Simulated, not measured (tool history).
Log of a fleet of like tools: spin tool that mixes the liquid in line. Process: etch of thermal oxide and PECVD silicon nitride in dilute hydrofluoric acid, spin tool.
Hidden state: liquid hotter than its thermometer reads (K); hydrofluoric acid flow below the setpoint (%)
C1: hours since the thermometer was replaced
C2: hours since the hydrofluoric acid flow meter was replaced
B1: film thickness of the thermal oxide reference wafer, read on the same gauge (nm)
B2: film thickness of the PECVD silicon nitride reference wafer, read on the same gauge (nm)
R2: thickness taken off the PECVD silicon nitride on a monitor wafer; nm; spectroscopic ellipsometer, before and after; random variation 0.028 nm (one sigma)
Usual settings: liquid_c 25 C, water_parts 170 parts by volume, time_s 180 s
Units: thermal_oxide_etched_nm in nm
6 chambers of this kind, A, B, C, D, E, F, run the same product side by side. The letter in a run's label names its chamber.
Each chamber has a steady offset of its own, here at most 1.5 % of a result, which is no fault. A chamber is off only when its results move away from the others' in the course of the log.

{"run": "1F", "day": 0.392, "liquid_c": 25, "water_parts": 170, "time_s": 180, "C1": 1615.3, "C2": 2305.8, "B1": 129.96, "B2": 100.02, "thermal_oxide_etched_nm": 4.8719, "R2": 1.8776}
{"run": "2B", "day": 0.642, "liquid_c": 25, "water_parts": 170, "time_s": 180, "C1": 1685.6, "C2": 618.7, "B1": 129.95, "B2": 99.998, "thermal_oxide_etched_nm": 4.9485, "R2": 1.9488}
{"run": "3A", "day": 0.9, "liquid_c": 25, "water_parts": 170, "time_s": 180, "C1": 1815.8, "C2": 469.6, "B1": 129.99, "B2": 100.01, "thermal_oxide_etched_nm": 4.9366, "R2": 1.9698}
{"run": "4C", "day": 1.15, "liquid_c": 25, "water_parts": 170, "time_s": 180, "C1": 475.9, "C2": 1220, "B1": 129.96, "B2": 99.986, "thermal_oxide_etched_nm": 4.8809, "R2": 1.8966}
{"run": "5D", "day": 1.546, "liquid_c": 25, "water_parts": 170, "time_s": 180, "C1": 1512.3, "C2": 1411.3, "B1": 129.99, "B2": 100, "thermal_oxide_etched_nm": 4.9678, "R2": 1.9698}
{"run": "6E", "day": 1.833, "liquid_c": 25, "water_parts": 170, "time_s": 180, "C1": 609, "C2": 453.1, "B1": 129.98, "B2": 99.994, "thermal_oxide_etched_nm": 4.9087, "R2": 1.9649}
{"run": "7C", "day": 2.125, "liquid_c": 25, "water_parts": 170, "time_s": 180, "C1": 499.3, "C2": 1243.4, "B1": 129.95, "B2": 99.989, "thermal_oxide_etched_nm": 4.8396, "R2": 1.9298}
{"day": 2.208, "done": "chamber F: hydrofluoric acid flow meter replaced"}
{"day": 2.308, "done": "chamber B: hydrofluoric acid flow meter replaced"}
{"run": "8F", "day": 2.621, "liquid_c": 21, "water_parts": 170, "time_s": 180, "C1": 1668.8, "C2": 9.9, "B1": 129.99, "B2": 99.982, "thermal_oxide_etched_nm": 4.1707, "R2": 1.4645}
{"run": "9A", "day": 3.138, "liquid_c": 21, "water_parts": 170, "time_s": 180, "C1": 1869.5, "C2": 523.3, "B1": 130.01, "B2": 99.987, "thermal_oxide_etched_nm": 4.2212, "R2": 1.4439}
{"run": "10B", "day": 3.5, "liquid_c": 21, "water_parts": 170, "time_s": 180, "C1": 1754.2, "C2": 28.6, "B1": 130, "B2": 99.994, "thermal_oxide_etched_nm": 4.2524, "R2": 1.4938}
{"run": "11E", "day": 3.758, "liquid_c": 21, "water_parts": 170, "time_s": 180, "C1": 655.2, "C2": 499.3, "B1": 130, "B2": 100, "thermal_oxide_etched_nm": 4.189, "R2": 1.4579}
{"run": "12D", "day": 3.983, "liquid_c": 21, "water_parts": 170, "time_s": 180, "C1": 1570.8, "C2": 1469.8, "B1": 130.02, "B2": 100.01, "thermal_oxide_etched_nm": 4.2162, "R2": 1.5204}
{"run": "13A", "day": 4.246, "liquid_c": 21, "water_parts": 170, "time_s": 180, "C1": 1896.1, "C2": 549.9, "B1": 130.03, "B2": 100.02, "thermal_oxide_etched_nm": 4.2766, "R2": 1.4883}
{"run": "14E", "day": 4.617, "liquid_c": 25, "water_parts": 170, "time_s": 180, "C1": 675.8, "C2": 519.9, "B1": 129.95, "B2": 100.01, "thermal_oxide_etched_nm": 4.804, "R2": 1.9643}
{"day": 4.85, "done": "chamber E: thermometer replaced"}
{"run": "15B", "day": 4.992, "liquid_c": 25, "water_parts": 170, "time_s": 180, "C1": 1790, "C2": 64.4, "B1": 130.01, "B2": 99.985, "thermal_oxide_etched_nm": 4.9901, "R2": 1.927}
{"run": "16F", "day": 5.317, "liquid_c": 25, "water_parts": 170, "time_s": 180, "C1": 1733.5, "C2": 74.6, "B1": 130.01, "B2": 100.02, "thermal_oxide_etched_nm": 4.9068, "R2": 1.9343}
{"run": "17C", "day": 5.762, "liquid_c": 25, "water_parts": 170, "time_s": 180, "C1": 586.6, "C2": 1330.7, "B1": 130.01, "B2": 99.972, "thermal_oxide_etched_nm": 4.8597, "R2": 1.9326}
{"run": "18D", "day": 6.008, "liquid_c": 25, "water_parts": 170, "time_s": 180, "C1": 1619.4, "C2": 1518.4, "B1": 129.95, "B2": 99.994, "thermal_oxide_etched_nm": 4.9678, "R2": 1.9185}
{"run": "19D", "day": 6.288, "liquid_c": 25, "water_parts": 170, "time_s": 180, "C1": 1626.1, "C2": 1525.1, "B1": 130.02, "B2": 100.03, "thermal_oxide_etched_nm": 4.9916, "R2": 1.9688}
{"run": "20F", "day": 6.642, "liquid_c": 25, "water_parts": 170, "time_s": 180, "C1": 1765.3, "C2": 106.4, "B1": 130, "B2": 100.03, "thermal_oxide_etched_nm": 4.9227, "R2": 1.9213}
{"run": "21B", "day": 7.008, "liquid_c": 25, "water_parts": 115, "time_s": 180, "C1": 1838.4, "C2": 112.8, "B1": 130.05, "B2": 100.01, "thermal_oxide_etched_nm": 7.777, "R2": 2.8732}
{"run": "22C", "day": 7.4, "liquid_c": 25, "water_parts": 115, "time_s": 180, "C1": 625.9, "C2": 1370, "B1": 129.96, "B2": 100, "thermal_oxide_etched_nm": 7.7802, "R2": 2.7782}
{"run": "23A", "day": 7.85, "liquid_c": 25, "water_parts": 115, "time_s": 180, "C1": 1982.6, "C2": 636.4, "B1": 130.01, "B2": 99.962, "thermal_oxide_etched_nm": 7.7592, "R2": 2.8244}
{"run": "24E", "day": 8.325, "liquid_c": 25, "water_parts": 115, "time_s": 180, "C1": 83.5, "C2": 608.9, "B1": 129.99, "B2": 100.01, "thermal_oxide_etched_nm": 7.7256, "R2": 2.8345}
{"run": "25C", "day": 8.792, "liquid_c": 25, "water_parts": 115, "time_s": 180, "C1": 659.3, "C2": 1403.4, "B1": 129.95, "B2": 100.01, "thermal_oxide_etched_nm": 7.6986, "R2": 2.8514}
{"run": "26D", "day": 9.033, "liquid_c": 25, "water_parts": 115, "time_s": 180, "C1": 1692, "C2": 1591, "B1": 130.01, "B2": 100, "thermal_oxide_etched_nm": 7.7123, "R2": 2.8379}
{"run": "27A", "day": 9.417, "liquid_c": 25, "water_parts": 170, "time_s": 180, "C1": 2020.2, "C2": 674, "B1": 129.97, "B2": 99.997, "thermal_oxide_etched_nm": 4.9893, "R2": 1.8975}
{"run": "28F", "day": 9.788, "liquid_c": 25, "water_parts": 110, "time_s": 270, "C1": 1840.8, "C2": 181.9, "B1": 129.96, "B2": 100, "thermal_oxide_etched_nm": 12.127, "R2": 4.4024}
{"day": 9.846, "done": "chamber D: hydrofluoric acid flow meter replaced"}
{"run": "29E", "day": 10.121, "liquid_c": 25, "water_parts": 110, "time_s": 270, "C1": 126.6, "C2": 652, "B1": 130.04, "B2": 100, "thermal_oxide_etched_nm": 12.072, "R2": 4.4862}
{"run": "30B", "day": 10.35, "liquid_c": 25, "water_parts": 110, "time_s": 270, "C1": 1918.6, "C2": 193, "B1": 129.97, "B2": 100.01, "thermal_oxide_etched_nm": 12.395, "R2": 4.4974}
{"run": "31F", "day": 10.867, "liquid_c": 25, "water_parts": 110, "time_s": 270, "C1": 1866.7, "C2": 207.8, "B1": 129.96, "B2": 99.994, "thermal_oxide_etched_nm": 12.182, "R2": 4.4521}
{"run": "32C", "day": 11.104, "liquid_c": 25, "water_parts": 110, "time_s": 270, "C1": 714.8, "C2": 1458.9, "B1": 130.05, "B2": 99.986, "thermal_oxide_etched_nm": 12.131, "R2": 4.4813}
{"run": "33E", "day": 11.342, "liquid_c": 25, "water_parts": 110, "time_s": 270, "C1": 155.9, "C2": 681.3, "B1": 129.95, "B2": 99.988, "thermal_oxide_etched_nm": 12.144, "R2": 4.4716}
{"run": "34B", "day": 11.846, "liquid_c": 25, "water_parts": 170, "time_s": 180, "C1": 1954.5, "C2": 228.9, "B1": 130, "B2": 99.994, "thermal_oxide_etched_nm": 4.9642, "R2": 1.8973}
{"run": "35A", "day": 12.204, "liquid_c": 25, "water_parts": 170, "time_s": 180, "C1": 2087.1, "C2": 740.9, "B1": 130.02, "B2": 99.988, "thermal_oxide_etched_nm": 5.0362, "R2": 1.902}
{"run": "36D", "day": 12.529, "liquid_c": 25, "water_parts": 170, "time_s": 180, "C1": 1775.9, "C2": 64.5, "B1": 130.02, "B2": 99.999, "thermal_oxide_etched_nm": 4.8877, "R2": 1.9773}
{"run": "37E", "day": 12.862, "liquid_c": 25, "water_parts": 170, "time_s": 180, "C1": 192.4, "C2": 717.8, "B1": 129.99, "B2": 99.999, "thermal_oxide_etched_nm": 4.8827, "R2": 1.9508}
{"run": "38C", "day": 13.175, "liquid_c": 25, "water_parts": 130, "time_s": 180, "C1": 764.5, "C2": 1508.6, "B1": 130.02, "B2": 100.01, "thermal_oxide_etched_nm": 6.7315, "R2": 2.5452}
{"run": "39D", "day": 13.658, "liquid_c": 25, "water_parts": 130, "time_s": 180, "C1": 1803, "C2": 91.6, "B1": 129.98, "B2": 100.01, "thermal_oxide_etched_nm": 6.885, "R2": 2.6345}
{"run": "40A", "day": 13.896, "liquid_c": 25, "water_parts": 130, "time_s": 180, "C1": 2127.7, "C2": 781.5, "B1": 129.99, "B2": 100.01, "thermal_oxide_etched_nm": 6.7903, "R2": 2.5596}
{"run": "41F", "day": 14.396, "liquid_c": 25, "water_parts": 130, "time_s": 180, "C1": 1951.4, "C2": 292.5, "B1": 129.99, "B2": 100.01, "thermal_oxide_etched_nm": 6.6411, "R2": 2.5186}

What goes on in this fleet: one chamber off, a drifting gauge, or nothing beyond the chambers' own small offsets? Name the chamber and the cause, if any.

No chamber stands off beyond its own small offset, and the gauge holds steady.

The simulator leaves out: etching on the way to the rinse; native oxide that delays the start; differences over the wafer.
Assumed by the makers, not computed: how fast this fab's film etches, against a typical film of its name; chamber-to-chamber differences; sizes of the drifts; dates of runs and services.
